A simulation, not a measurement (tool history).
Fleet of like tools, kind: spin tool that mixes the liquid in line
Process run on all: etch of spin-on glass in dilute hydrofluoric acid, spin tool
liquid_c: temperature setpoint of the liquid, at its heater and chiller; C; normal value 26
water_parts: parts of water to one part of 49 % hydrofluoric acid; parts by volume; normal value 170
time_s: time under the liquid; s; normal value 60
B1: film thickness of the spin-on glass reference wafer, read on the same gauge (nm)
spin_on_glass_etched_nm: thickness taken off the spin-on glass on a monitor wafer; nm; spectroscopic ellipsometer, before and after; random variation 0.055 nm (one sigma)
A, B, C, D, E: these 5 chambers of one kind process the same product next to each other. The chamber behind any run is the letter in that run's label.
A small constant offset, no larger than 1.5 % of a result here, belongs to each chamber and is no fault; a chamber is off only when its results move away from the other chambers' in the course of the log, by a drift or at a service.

{"run": "1A", "day": 0.162, "liquid_c": 26, "water_parts": 170, "time_s": 60, "B1": 139.98, "spin_on_glass_etched_nm": 14.312}
{"run": "2E", "day": 0.362, "liquid_c": 26, "water_parts": 170, "time_s": 60, "B1": 139.99, "spin_on_glass_etched_nm": 14.536}
{"run": "3B", "day": 0.512, "liquid_c": 26, "water_parts": 170, "time_s": 60, "B1": 140.03, "spin_on_glass_etched_nm": 14.263}
{"run": "4D", "day": 0.688, "liquid_c": 26, "water_parts": 170, "time_s": 60, "B1": 140.05, "spin_on_glass_etched_nm": 14.114}
{"run": "5C", "day": 0.812, "liquid_c": 26, "water_parts": 170, "time_s": 60, "B1": 139.98, "spin_on_glass_etched_nm": 14.189}
{"run": "6B", "day": 1.021, "liquid_c": 26, "water_parts": 170, "time_s": 60, "B1": 139.97, "spin_on_glass_etched_nm": 14.197}
{"run": "7E", "day": 1.142, "liquid_c": 26, "water_parts": 170, "time_s": 60, "B1": 140.01, "spin_on_glass_etched_nm": 14.384}
{"run": "8D", "day": 1.375, "liquid_c": 26, "water_parts": 170, "time_s": 60, "B1": 139.95, "spin_on_glass_etched_nm": 14.148}
{"run": "9A", "day": 1.571, "liquid_c": 26, "water_parts": 170, "time_s": 60, "B1": 139.99, "spin_on_glass_etched_nm": 14.275}
{"run": "10C", "day": 1.746, "liquid_c": 26, "water_parts": 170, "time_s": 60, "B1": 140.01, "spin_on_glass_etched_nm": 14.235}
{"run": "11A", "day": 1.975, "liquid_c": 26, "water_parts": 170, "time_s": 60, "B1": 140.05, "spin_on_glass_etched_nm": 14.303}
{"run": "12B", "day": 2.162, "liquid_c": 29, "water_parts": 170, "time_s": 40, "B1": 139.97, "spin_on_glass_etched_nm": 10.443}
{"run": "13E", "day": 2.292, "liquid_c": 29, "water_parts": 170, "time_s": 40, "B1": 139.99, "spin_on_glass_etched_nm": 10.803}
{"run": "14D", "day": 2.458, "liquid_c": 29, "water_parts": 170, "time_s": 40, "B1": 140.01, "spin_on_glass_etched_nm": 10.519}
{"run": "15C", "day": 2.608, "liquid_c": 29, "water_parts": 170, "time_s": 40, "B1": 140.03, "spin_on_glass_etched_nm": 10.576}
{"run": "16A", "day": 2.725, "liquid_c": 29, "water_parts": 170, "time_s": 40, "B1": 139.99, "spin_on_glass_etched_nm": 10.56}
{"run": "17D", "day": 2.908, "liquid_c": 26, "water_parts": 170, "time_s": 60, "B1": 140.0, "spin_on_glass_etched_nm": 14.097}
{"run": "18C", "day": 3.046, "liquid_c": 26, "water_parts": 170, "time_s": 60, "B1": 140.0, "spin_on_glass_etched_nm": 14.322}
{"run": "19B", "day": 3.246, "liquid_c": 26, "water_parts": 170, "time_s": 60, "B1": 139.96, "spin_on_glass_etched_nm": 14.021}
{"run": "20E", "day": 3.417, "liquid_c": 28, "water_parts": 170, "time_s": 45, "B1": 140.0, "spin_on_glass_etched_nm": 11.66}
{"run": "21E", "day": 3.638, "liquid_c": 28, "water_parts": 170, "time_s": 45, "B1": 139.99, "spin_on_glass_etched_nm": 11.631}
{"run": "22C", "day": 3.821, "liquid_c": 28, "water_parts": 170, "time_s": 45, "B1": 139.95, "spin_on_glass_etched_nm": 11.519}
{"run": "23D", "day": 3.958, "liquid_c": 28, "water_parts": 170, "time_s": 45, "B1": 140.0, "spin_on_glass_etched_nm": 11.459}
{"run": "24A", "day": 4.204, "liquid_c": 28, "water_parts": 170, "time_s": 45, "B1": 140.0, "spin_on_glass_etched_nm": 11.521}
{"run": "25B", "day": 4.446, "liquid_c": 26, "water_parts": 170, "time_s": 60, "B1": 140.01, "spin_on_glass_etched_nm": 13.807}
{"run": "26A", "day": 4.633, "liquid_c": 26, "water_parts": 170, "time_s": 60, "B1": 139.99, "spin_on_glass_etched_nm": 14.119}
{"run": "27E", "day": 4.758, "liquid_c": 26, "water_parts": 170, "time_s": 60, "B1": 139.97, "spin_on_glass_etched_nm": 14.478}
{"run": "28C", "day": 4.9, "liquid_c": 26, "water_parts": 230, "time_s": 95, "B1": 139.98, "spin_on_glass_etched_nm": 15.579}
{"run": "29D", "day": 5.042, "liquid_c": 26, "water_parts": 230, "time_s": 95, "B1": 140.0, "spin_on_glass_etched_nm": 15.512}
{"run": "30B", "day": 5.2, "liquid_c": 26, "water_parts": 230, "time_s": 95, "B1": 140.06, "spin_on_glass_etched_nm": 15.121}
{"run": "31C", "day": 5.446, "liquid_c": 26, "water_parts": 230, "time_s": 95, "B1": 140.0, "spin_on_glass_etched_nm": 15.595}
{"run": "32D", "day": 5.642, "liquid_c": 26, "water_parts": 230, "time_s": 95, "B1": 139.97, "spin_on_glass_etched_nm": 15.493}

Decide between three cases: one chamber stands off from its peers, the gauge reading all wafers drifts, or nothing is wrong past each chamber's small offset. Where a chamber is off, say which and what most likely put it there.

One chamber, B, drifts off from the rest bit by bit.
Most likely cause: liquid colder than its thermometer reads (K) = 1.01.
The log may not tell that from: hydrofluoric acid flow below the setpoint (%).

Which of the 4 candidates below, each the usual settings with something changed and its results left as question marks, puts chamber B back in line with what the other chambers give on the usual settings?
Allowed miss from the other chambers' usual-settings mean, per result, to count as in line: spin_on_glass_etched_nm 0.190 nm
{"run": "33B-1", "day": 5.817, "liquid_c": 25, "water_parts": 170, "time_s": 60, "spin_on_glass_etched_nm": "?"}
{"run": "33B-2", "day": 5.817, "liquid_c": 27, "water_parts": 170, "time_s": 60, "spin_on_glass_etched_nm": "?"}
{"run": "33B-3", "day": 5.817, "liquid_c": 28, "water_parts": 170, "time_s": 60, "spin_on_glass_etched_nm": "?"}
{"run": "33B-4", "day": 5.817, "liquid_c": 24, "water_parts": 170, "time_s": 60, "spin_on_glass_etched_nm": "?"}

The mean the other chambers reach with the usual settings: spin_on_glass_etched_nm 14.279 nm
run=33B-1 spin_on_glass_etched_nm=13.198
run=33B-2 spin_on_glass_etched_nm=14.205
run=33B-3 spin_on_glass_etched_nm=14.726
run=33B-4 spin_on_glass_etched_nm=12.712
The answer is 33B-2, which returns the chamber to within the allowed miss of the others.
